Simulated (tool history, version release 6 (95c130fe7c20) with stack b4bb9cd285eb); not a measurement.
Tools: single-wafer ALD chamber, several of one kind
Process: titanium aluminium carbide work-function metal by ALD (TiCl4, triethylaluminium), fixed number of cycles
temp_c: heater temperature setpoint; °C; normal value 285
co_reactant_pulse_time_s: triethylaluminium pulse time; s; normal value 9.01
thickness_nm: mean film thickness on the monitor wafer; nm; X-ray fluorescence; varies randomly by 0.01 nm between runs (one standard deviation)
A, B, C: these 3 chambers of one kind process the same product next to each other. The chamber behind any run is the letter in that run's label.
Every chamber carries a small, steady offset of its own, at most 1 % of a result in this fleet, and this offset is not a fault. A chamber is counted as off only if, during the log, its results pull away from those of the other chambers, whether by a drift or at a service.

run,day,temp_c,co_reactant_pulse_time_s,"read-back reference wafer on the same gauge, thickness_nm",thickness_nm
1C,0.346,285,9.01,1.7631,1.8375
2B,0.550,285,9.01,1.7582,1.8641
3A,0.800,285,9.01,1.7580,1.8470
# day 0.846: chamber B: triethylaluminium bottle replaced
4C,1.054,285,9.01,1.7566,1.8569
5B,1.271,285,9.01,1.7585,1.8450
6A,1.512,285,9.01,1.7630,1.8157
7B,1.708,285,9.01,1.7602,1.8416
8C,2.008,298,5.88,1.7599,1.7537
9A,2.292,298,5.88,1.7578,1.7559
10C,2.588,298,5.88,1.7598,1.7523
11A,2.950,285,9.01,1.7584,1.8213
12B,3.179,285,9.01,1.7591,1.8477
13C,3.479,285,6.85,1.7592,1.7296
# day 3.771: chamber C: triethylaluminium bottle replaced
14A,3.812,285,6.85,1.7592,1.7316
15B,4.108,285,6.85,1.7587,1.7490
16A,4.375,285,9.01,1.7610,1.8386
17B,4.658,285,9.01,1.7590,1.8403
18C,4.879,285,9.01,1.7611,1.8396
19A,5.192,285,9.01,1.7603,1.8290
20B,5.558,285,9.01,1.7588,1.8590
21C,5.829,285,5.86,1.7602,1.6687
22B,6.154,285,5.86,1.7603,1.6799
23A,6.467,285,5.86,1.7616,1.6768
24C,6.733,285,9.01,1.7621,1.8556
25C,6.950,285,9.01,1.7582,1.8519
26B,7.221,285,9.01,1.7592,1.8685
27A,7.533,285,9.01,1.7585,1.8167
28C,7.908,285,9.01,1.7603,1.8470
29B,8.142,285,9.01,1.7594,1.8597
30A,8.367,285,9.01,1.7580,1.8330
31B,8.679,285,9.01,1.7607,1.8520
32A,8.846,278,9.01,1.7594,1.7529
33C,9.096,278,9.01,1.7601,1.7923
34B,9.262,278,9.01,1.7624,1.7844
35C,9.492,285,9.01,1.7595,1.8599
36A,9.775,285,9.01,1.7599,1.8312
37C,9.938,285,9.01,1.7607,1.8566
38B,10.146,285,9.01,1.7592,1.8413
39A,10.488,285,9.01,1.7598,1.8220
40A,10.808,285,9.01,1.7642,1.8305
41B,11.175,285,9.01,1.7605,1.8573
42C,11.492,285,9.01,1.7584,1.8401
43A,11.667,297,9.01,1.7612,1.9305
44C,11.942,297,9.01,1.7598,1.9600

Predict what each chamber gives when all 3 of them run the settings below next.
45A,12.212,276,9.01,,?
45B,12.212,276,9.01,,?
45C,12.212,276,9.01,,?

run,thickness_nm
45A,1.7511
45B,1.7685
45C,1.7898
